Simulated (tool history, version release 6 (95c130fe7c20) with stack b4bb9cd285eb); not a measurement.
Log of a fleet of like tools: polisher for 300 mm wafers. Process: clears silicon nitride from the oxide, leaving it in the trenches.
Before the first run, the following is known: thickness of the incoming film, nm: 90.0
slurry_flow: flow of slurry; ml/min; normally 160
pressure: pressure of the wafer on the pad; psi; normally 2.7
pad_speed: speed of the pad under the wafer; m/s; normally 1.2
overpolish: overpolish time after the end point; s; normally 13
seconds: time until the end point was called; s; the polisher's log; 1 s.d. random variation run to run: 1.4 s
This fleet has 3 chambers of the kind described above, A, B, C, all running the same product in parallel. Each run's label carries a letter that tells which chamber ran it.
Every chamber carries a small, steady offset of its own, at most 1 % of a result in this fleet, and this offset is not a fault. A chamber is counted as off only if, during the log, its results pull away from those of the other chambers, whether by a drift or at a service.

run   hour  slurry_flow  pressure  pad_speed  overpolish  seconds
 1B    8.3          160       2.7        1.2          13   77.796
      17.2  -- chamber B: worn pad replaced by a new one
 2A   18.4          160       2.7        1.2          13   81.316
 3C   30.9          160       2.7        1.2          13   79.030
      42.2  -- chamber B: slurry nozzle cleaned
 4C   44.8          160       2.7        1.2          13   79.943
      51.3  -- chamber C: worn pad replaced by a new one
 5A   60.3          160       2.7        1.2          13   80.901
      66.5  -- chamber A: worn pad replaced by a new one
 6B   72.0          160       2.7        1.2          13   82.107
 7B   79.9          120       3.1        1.2          13   74.137
 8C   87.6          120       3.1        1.2          13   73.596
 9A   97.6          120       3.1        1.2          13   76.246
     104.9  -- chamber B: worn pad replaced by a new one
10B  105.6          160       2.7        1.2          13   81.551
11A  118.6          160       2.7        1.2          13   82.016
12C  131.8          160       2.7        1.2          13   77.302
13C  142.3          160       2.7        1.2          13   75.571
     143.0  -- chamber C: slurry nozzle cleaned
14B  152.6          160       2.7        1.2          13   82.328
15A  164.8          160       2.7        1.2          13   80.298
16A  173.1          160       2.7        1.2          13   81.914
     173.7  -- chamber B: worn pad replaced by a new one
     176.8  -- chamber B: head pressure recalibrated
     177.6  -- chamber C: worn pad replaced by a new one
17C  182.7          160       2.7        1.2          13   77.217
18B  195.5          160       2.7        1.2          13   79.429
19B  204.0          160       2.7        1.2          13   78.660
20C  218.0          160       2.7        1.2          13   73.962
     225.2  -- chamber A: worn pad replaced by a new one
21A  231.0          160       2.7        1.2          13   81.094
22A  243.1          160       2.7        1.2          13   82.117
23B  250.3          160       2.7        1.2          13   78.390
     259.6  -- chamber A: slurry nozzle cleaned
24C  262.3          160       2.7        1.2          13   74.140
     264.2  -- chamber B: worn pad replaced by a new one
25B  269.4          160       2.7        1.2          13   83.232
26C  284.9          160       2.7        1.2          13   72.940
27A  293.7          160       2.7        1.2          13   79.597
28C  301.8          160       2.7        1.2          13   71.606
29B  309.0          160       2.7        1.2          13   81.229

One chamber off, gauge drift, or nothing amiss beyond the chambers' own small offsets? If it is a chamber, which one, and what is the likeliest cause?

It is chamber C that slowly wanders off from its peers.
Cause: head's pressure above its setpoint, % = 10.3.

Which of the 4 candidates below, each the usual settings with something changed and its results left as question marks, puts chamber C back in line with what the other chambers give on the usual settings?
Allowed miss from the other chambers' usual-settings mean, per result, to count as in line: seconds 5.000 s
30C-1  320.5          160       2.7       0.98          13        ?
30C-2  320.5          160       3.3       1.20          13        ?
30C-3  320.5          160       2.4       1.20          13        ?
30C-4  320.5          160       2.8       1.26          13        ?

Average result of the remaining chambers running the usual settings: seconds 79.815 s
  run  seconds
30C-1   87.351
30C-2   58.350
30C-3   80.293
30C-4   65.522
With 30C-3, the chamber falls back in line with the rest.

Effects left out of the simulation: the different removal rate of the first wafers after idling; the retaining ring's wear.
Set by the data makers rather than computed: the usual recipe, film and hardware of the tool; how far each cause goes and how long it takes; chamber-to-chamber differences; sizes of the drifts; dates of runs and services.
